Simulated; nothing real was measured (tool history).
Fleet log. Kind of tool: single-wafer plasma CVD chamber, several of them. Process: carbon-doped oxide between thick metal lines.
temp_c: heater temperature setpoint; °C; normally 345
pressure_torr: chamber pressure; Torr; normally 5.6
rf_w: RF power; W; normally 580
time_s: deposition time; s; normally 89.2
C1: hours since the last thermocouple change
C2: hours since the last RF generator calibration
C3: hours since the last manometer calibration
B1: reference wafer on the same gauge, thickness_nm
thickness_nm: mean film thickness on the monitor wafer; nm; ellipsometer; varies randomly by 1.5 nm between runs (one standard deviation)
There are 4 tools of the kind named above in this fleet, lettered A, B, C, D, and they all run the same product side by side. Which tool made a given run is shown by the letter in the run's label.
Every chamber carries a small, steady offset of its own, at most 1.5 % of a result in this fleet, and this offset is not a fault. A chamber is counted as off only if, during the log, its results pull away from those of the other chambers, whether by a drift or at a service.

run 1B hour=9.8 | temp_c=345 pressure_torr=5.6 rf_w=580 time_s=89.2 | C1=852.1 C2=955.2 C3=1488.2 | B1=581.46 | thickness_nm=504.27
run 2A hour=15.3 | temp_c=345 pressure_torr=5.6 rf_w=580 time_s=89.2 | C1=1861.9 C2=807 C3=36.8 | B1=580.94 | thickness_nm=509.46
run 3C hour=22.8 | temp_c=345 pressure_torr=5.6 rf_w=580 time_s=89.2 | C1=80.6 C2=1024.2 C3=42.2 | B1=581.27 | thickness_nm=509.16
run 4D hour=29 | temp_c=345 pressure_torr=5.6 rf_w=580 time_s=89.2 | C1=336.1 C2=1417.5 C3=1570.7 | B1=581.21 | thickness_nm=508.44
run 5D hour=39.9 | temp_c=345 pressure_torr=5.6 rf_w=580 time_s=89.2 | C1=347 C2=1428.4 C3=1581.6 | B1=581.08 | thickness_nm=506.99
run 6A hour=49.7 | temp_c=345 pressure_torr=5.6 rf_w=580 time_s=89.2 | C1=1896.3 C2=841.4 C3=71.2 | B1=580.65 | thickness_nm=510.29
run 7C hour=56.2 | temp_c=345 pressure_torr=5.6 rf_w=630 time_s=75.2 | C1=114 C2=1057.6 C3=75.6 | B1=581.3 | thickness_nm=451.25
run 8B hour=63.3 | temp_c=345 pressure_torr=5.6 rf_w=630 time_s=75.2 | C1=905.6 C2=1008.7 C3=1541.7 | B1=580.75 | thickness_nm=444.33
run 9C hour=68.8 | temp_c=345 pressure_torr=5.6 rf_w=630 time_s=75.2 | C1=126.6 C2=1070.2 C3=88.2 | B1=580.91 | thickness_nm=451.44
run 10B hour=77.1 | temp_c=345 pressure_torr=5.6 rf_w=630 time_s=75.2 | C1=919.4 C2=1022.5 C3=1555.5 | B1=580.98 | thickness_nm=443.69
run 11A hour=88.7 | temp_c=345 pressure_torr=5.6 rf_w=580 time_s=89.2 | C1=1935.3 C2=880.4 C3=110.2 | B1=580.89 | thickness_nm=510.4
run 12D hour=100.4 | temp_c=345 pressure_torr=5.6 rf_w=580 time_s=89.2 | C1=407.5 C2=1488.9 C3=1642.1 | B1=580.59 | thickness_nm=507.32
run 13D hour=108.7 | temp_c=345 pressure_torr=5.6 rf_w=580 time_s=89.2 | C1=415.8 C2=1497.2 C3=1650.4 | B1=581.42 | thickness_nm=505.33
run 14A hour=121.1 | temp_c=345 pressure_torr=5.6 rf_w=580 time_s=89.2 | C1=1967.7 C2=912.8 C3=142.6 | B1=581.36 | thickness_nm=510.36
run 15C hour=126.7 | temp_c=345 pressure_torr=5.6 rf_w=580 time_s=89.2 | C1=184.5 C2=1128.1 C3=146.1 | B1=581.16 | thickness_nm=507.39
run 16B hour=134.4 | temp_c=345 pressure_torr=5.6 rf_w=580 time_s=89.2 | C1=976.7 C2=1079.8 C3=1612.8 | B1=580.97 | thickness_nm=498.03
run 17B hour=142.7 | temp_c=345 pressure_torr=5.6 rf_w=580 time_s=89.2 | C1=985 C2=1088.1 C3=1621.1 | B1=581.13 | thickness_nm=495.93
run 18C hour=151.4 | temp_c=345 pressure_torr=5.6 rf_w=580 time_s=89.2 | C1=209.2 C2=1152.8 C3=170.8 | B1=581.15 | thickness_nm=509.47
run 19A hour=162.2 | temp_c=345 pressure_torr=5.6 rf_w=580 time_s=89.2 | C1=2008.8 C2=953.9 C3=183.7 | B1=580.95 | thickness_nm=507.34
run 20D hour=172.4 | temp_c=345 pressure_torr=5.6 rf_w=580 time_s=89.2 | C1=479.5 C2=1560.9 C3=1714.1 | B1=581.17 | thickness_nm=507.98
run 21D hour=177.7 | temp_c=345 pressure_torr=5.6 rf_w=580 time_s=89.2 | C1=484.8 C2=1566.2 C3=1719.4 | B1=580.94 | thickness_nm=509.59
-- hour=182.3 chamber D: RF generator calibrated
run 22C hour=187.4 | temp_c=345 pressure_torr=5.6 rf_w=580 time_s=89.2 | C1=245.2 C2=1188.8 C3=206.8 | B1=580.84 | thickness_nm=509.37
run 23B hour=193.5 | temp_c=345 pressure_torr=5.6 rf_w=580 time_s=89.2 | C1=1035.8 C2=1138.9 C3=1671.9 | B1=581.13 | thickness_nm=493.24
run 24A hour=205.6 | temp_c=345 pressure_torr=5.6 rf_w=580 time_s=89.2 | C1=2052.2 C2=997.3 C3=227.1 | B1=580.79 | thickness_nm=509.93
run 25B hour=211.6 | temp_c=345 pressure_torr=5.6 rf_w=580 time_s=82.5 | C1=1053.9 C2=1157 C3=1690 | B1=581.54 | thickness_nm=459.2
run 26D hour=219.3 | temp_c=345 pressure_torr=5.6 rf_w=580 time_s=82.5 | C1=526.4 C2=37.1 C3=1761 | B1=581.01 | thickness_nm=471.06
run 27C hour=230.7 | temp_c=345 pressure_torr=5.6 rf_w=580 time_s=82.5 | C1=288.5 C2=1232.1 C3=250.1 | B1=580.85 | thickness_nm=470.44
run 28A hour=236.9 | temp_c=345 pressure_torr=5.6 rf_w=580 time_s=82.5 | C1=2083.5 C2=1028.6 C3=258.4 | B1=580.84 | thickness_nm=473.82
run 29D hour=248.1 | temp_c=345 pressure_torr=5.6 rf_w=580 time_s=89.2 | C1=555.2 C2=65.9 C3=1789.8 | B1=580.94 | thickness_nm=508.58
run 30C hour=254.1 | temp_c=345 pressure_torr=5.6 rf_w=580 time_s=89.2 | C1=311.9 C2=1255.5 C3=273.5 | B1=581.35 | thickness_nm=510.52
run 31B hour=266.1 | temp_c=345 pressure_torr=5.6 rf_w=580 time_s=89.2 | C1=1108.4 C2=1211.5 C3=1744.5 | B1=580.54 | thickness_nm=491.61
run 32A hour=276.4 | temp_c=345 pressure_torr=5.6 rf_w=580 time_s=89.2 | C1=2123 C2=1068.1 C3=297.9 | B1=581.09 | thickness_nm=508.78
run 33B hour=284.7 | temp_c=345 pressure_torr=5.6 rf_w=580 time_s=89.2 | C1=1127 C2=1230.1 C3=1763.1 | B1=581.22 | thickness_nm=492.06
run 34C hour=293.2 | temp_c=345 pressure_torr=5.07 rf_w=650 time_s=89.2 | C1=351 C2=1294.6 C3=312.6 | B1=580.85 | thickness_nm=538.35
run 35A hour=303.7 | temp_c=345 pressure_torr=5.07 rf_w=650 time_s=89.2 | C1=2150.3 C2=1095.4 C3=325.2 | B1=580.99 | thickness_nm=536.6
run 36D hour=313.8 | temp_c=345 pressure_torr=5.07 rf_w=650 time_s=89.2 | C1=620.9 C2=131.6 C3=1855.5 | B1=581.32 | thickness_nm=535.34

Which is it: a chamber that has drifted or been left off by a service, a gauge drift common to all chambers, or only each chamber's usual small offset? If a chamber is off, name it and its likeliest cause.

One chamber, B, drifts off from the rest bit by bit.
What lies behind it: delivered RF power below the setpoint (%) = 4.27.

Below are 4 candidate recipes for chamber B's next run, each the usual settings with a change, their results shown as question marks. Which of them brings B's results back in line with what the other chambers give on the usual settings?
Counts as in line when no further than this from what the other chambers average on the usual settings: thickness_nm 5.2 nm
run 37B-1 hour=322.6 | temp_c=344 pressure_torr=5.64 rf_w=580 time_s=92.6 | thickness_nm=?
run 37B-2 hour=322.6 | temp_c=345 pressure_torr=5.57 rf_w=570 time_s=86.6 | thickness_nm=?
run 37B-3 hour=322.6 | temp_c=345 pressure_torr=5.64 rf_w=590 time_s=89.2 | thickness_nm=?
run 37B-4 hour=322.6 | temp_c=345 pressure_torr=5.6 rf_w=575 time_s=88.3 | thickness_nm=?

Usual-settings mean across the other chambers: thickness_nm 508.95 nm
run=37B-1 thickness_nm=509.97
run=37B-2 thickness_nm=470.11
run=37B-3 thickness_nm=495.06
run=37B-4 thickness_nm=482.18
With 37B-1, the chamber falls back in line with the rest.

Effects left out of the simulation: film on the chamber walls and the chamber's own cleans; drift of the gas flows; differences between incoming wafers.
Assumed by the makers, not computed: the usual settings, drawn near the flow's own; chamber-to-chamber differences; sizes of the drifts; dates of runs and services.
